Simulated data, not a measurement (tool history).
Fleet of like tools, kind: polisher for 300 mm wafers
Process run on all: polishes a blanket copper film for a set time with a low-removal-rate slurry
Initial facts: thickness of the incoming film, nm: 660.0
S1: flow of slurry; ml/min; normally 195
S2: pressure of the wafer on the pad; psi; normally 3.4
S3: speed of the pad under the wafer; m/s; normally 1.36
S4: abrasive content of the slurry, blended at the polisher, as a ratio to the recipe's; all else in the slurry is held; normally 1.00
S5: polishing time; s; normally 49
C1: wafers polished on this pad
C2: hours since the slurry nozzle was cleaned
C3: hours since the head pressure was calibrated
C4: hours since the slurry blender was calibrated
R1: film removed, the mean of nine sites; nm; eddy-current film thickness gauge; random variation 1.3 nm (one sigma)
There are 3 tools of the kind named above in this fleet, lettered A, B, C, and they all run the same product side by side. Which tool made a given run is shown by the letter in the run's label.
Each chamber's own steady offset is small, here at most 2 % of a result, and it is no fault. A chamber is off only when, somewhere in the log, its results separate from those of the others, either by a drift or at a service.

| run | hour | S1 | S2 | S3 | S4 | S5 | C1 | C2 | C3 | C4 | R1 |
|---|---|---|---|---|---|---|---|---|---|---|---|
| 1C | 2.9 | 195 | 3.4 | 1.36 | 1.00 | 49 | 1246 | 535.5 | 1405.6 | 232.1 | 208.28 |
| 2B | 7.6 | 195 | 3.4 | 1.36 | 1.00 | 49 | 832 | 46.4 | 502.0 | 293.8 | 209.23 |
|  | 10.5 | chamber B: slurry blender recalibrated |
|  | 10.6 | chamber C: head pressure recalibrated |
| 3A | 12.3 | 195 | 3.4 | 1.36 | 1.00 | 49 | 166 | 372.0 | 672.3 | 166.8 | 206.35 |
| 4A | 15.7 | 195 | 3.4 | 1.36 | 1.00 | 49 | 196 | 375.4 | 675.7 | 170.2 | 208.59 |
| 5C | 18.7 | 195 | 3.4 | 1.36 | 1.00 | 49 | 1384 | 551.3 | 8.2 | 247.9 | 207.94 |
| 6B | 23.5 | 195 | 3.4 | 1.36 | 1.00 | 49 | 972 | 62.3 | 517.9 | 13.1 | 209.06 |
| 7C | 26.7 | 195 | 3.4 | 1.36 | 1.00 | 49 | 1455 | 559.3 | 16.2 | 255.9 | 207.33 |
| 8A | 30.9 | 195 | 3.4 | 1.36 | 1.00 | 49 | 330 | 390.6 | 690.9 | 185.4 | 206.14 |
|  | 31.1 | chamber C: worn pad replaced by a new one |
| 9B | 34.2 | 195 | 3.4 | 1.36 | 1.00 | 49 | 1066 | 73.0 | 528.6 | 23.8 | 208.96 |
| 10B | 38.3 | 195 | 3.4 | 1.36 | 1.00 | 49 | 1102 | 77.1 | 532.7 | 27.9 | 208.65 |
| 11C | 42.5 | 195 | 3.4 | 1.36 | 1.00 | 49 | 100 | 575.1 | 32.0 | 271.7 | 211.87 |
|  | 43.0 | chamber B: worn pad replaced by a new one |
| 12A | 46.9 | 195 | 3.4 | 1.36 | 1.00 | 49 | 471 | 406.6 | 706.9 | 201.4 | 207.36 |
| 13C | 49.6 | 195 | 4.5 | 1.36 | 0.75 | 49 | 163 | 582.2 | 39.1 | 278.8 | 258.53 |
| 14B | 53.4 | 195 | 4.5 | 1.36 | 0.75 | 49 | 91 | 92.2 | 547.8 | 43.0 | 263.33 |
| 15A | 56.5 | 195 | 4.5 | 1.36 | 0.75 | 49 | 555 | 416.2 | 716.5 | 211.0 | 258.07 |
| 16A | 60.4 | 195 | 3.4 | 1.36 | 1.00 | 49 | 589 | 420.1 | 720.4 | 214.9 | 207.40 |
| 17C | 62.7 | 195 | 3.4 | 1.36 | 1.00 | 49 | 278 | 595.3 | 52.2 | 291.9 | 210.66 |
|  | 65.0 | chamber C: slurry blender recalibrated |
| 18B | 65.2 | 195 | 3.4 | 1.36 | 1.00 | 49 | 195 | 104.0 | 559.6 | 54.8 | 209.28 |
| 19A | 68.1 | 195 | 3.4 | 1.36 | 1.00 | 49 | 657 | 427.8 | 728.1 | 222.6 | 206.05 |
| 20C | 71.1 | 195 | 3.4 | 1.36 | 1.00 | 49 | 352 | 603.7 | 60.6 | 6.1 | 210.04 |
| 21B | 73.5 | 195 | 3.4 | 1.36 | 1.00 | 49 | 268 | 112.3 | 567.9 | 63.1 | 210.47 |
| 22A | 77.2 | 195 | 3.4 | 1.36 | 1.00 | 49 | 737 | 436.9 | 737.2 | 231.7 | 209.02 |
| 23B | 82.3 | 195 | 3.4 | 1.36 | 1.00 | 49 | 345 | 121.1 | 576.7 | 71.9 | 207.59 |
| 24C | 87.2 | 195 | 3.4 | 1.36 | 1.00 | 49 | 493 | 619.8 | 76.7 | 22.2 | 209.19 |
| 25B | 89.8 | 195 | 3.4 | 1.36 | 1.00 | 49 | 411 | 128.6 | 584.2 | 79.4 | 210.00 |
| 26C | 92.5 | 195 | 3.4 | 1.36 | 1.00 | 49 | 540 | 625.1 | 82.0 | 27.5 | 210.64 |

Decide between three cases: one chamber stands off from its peers, the gauge reading all wafers drifts, or nothing is wrong past each chamber's small offset. Where a chamber is off, say which and what most likely put it there.

Nothing is wrong: each chamber keeps only its own small, steady offset and the gauge holds still.

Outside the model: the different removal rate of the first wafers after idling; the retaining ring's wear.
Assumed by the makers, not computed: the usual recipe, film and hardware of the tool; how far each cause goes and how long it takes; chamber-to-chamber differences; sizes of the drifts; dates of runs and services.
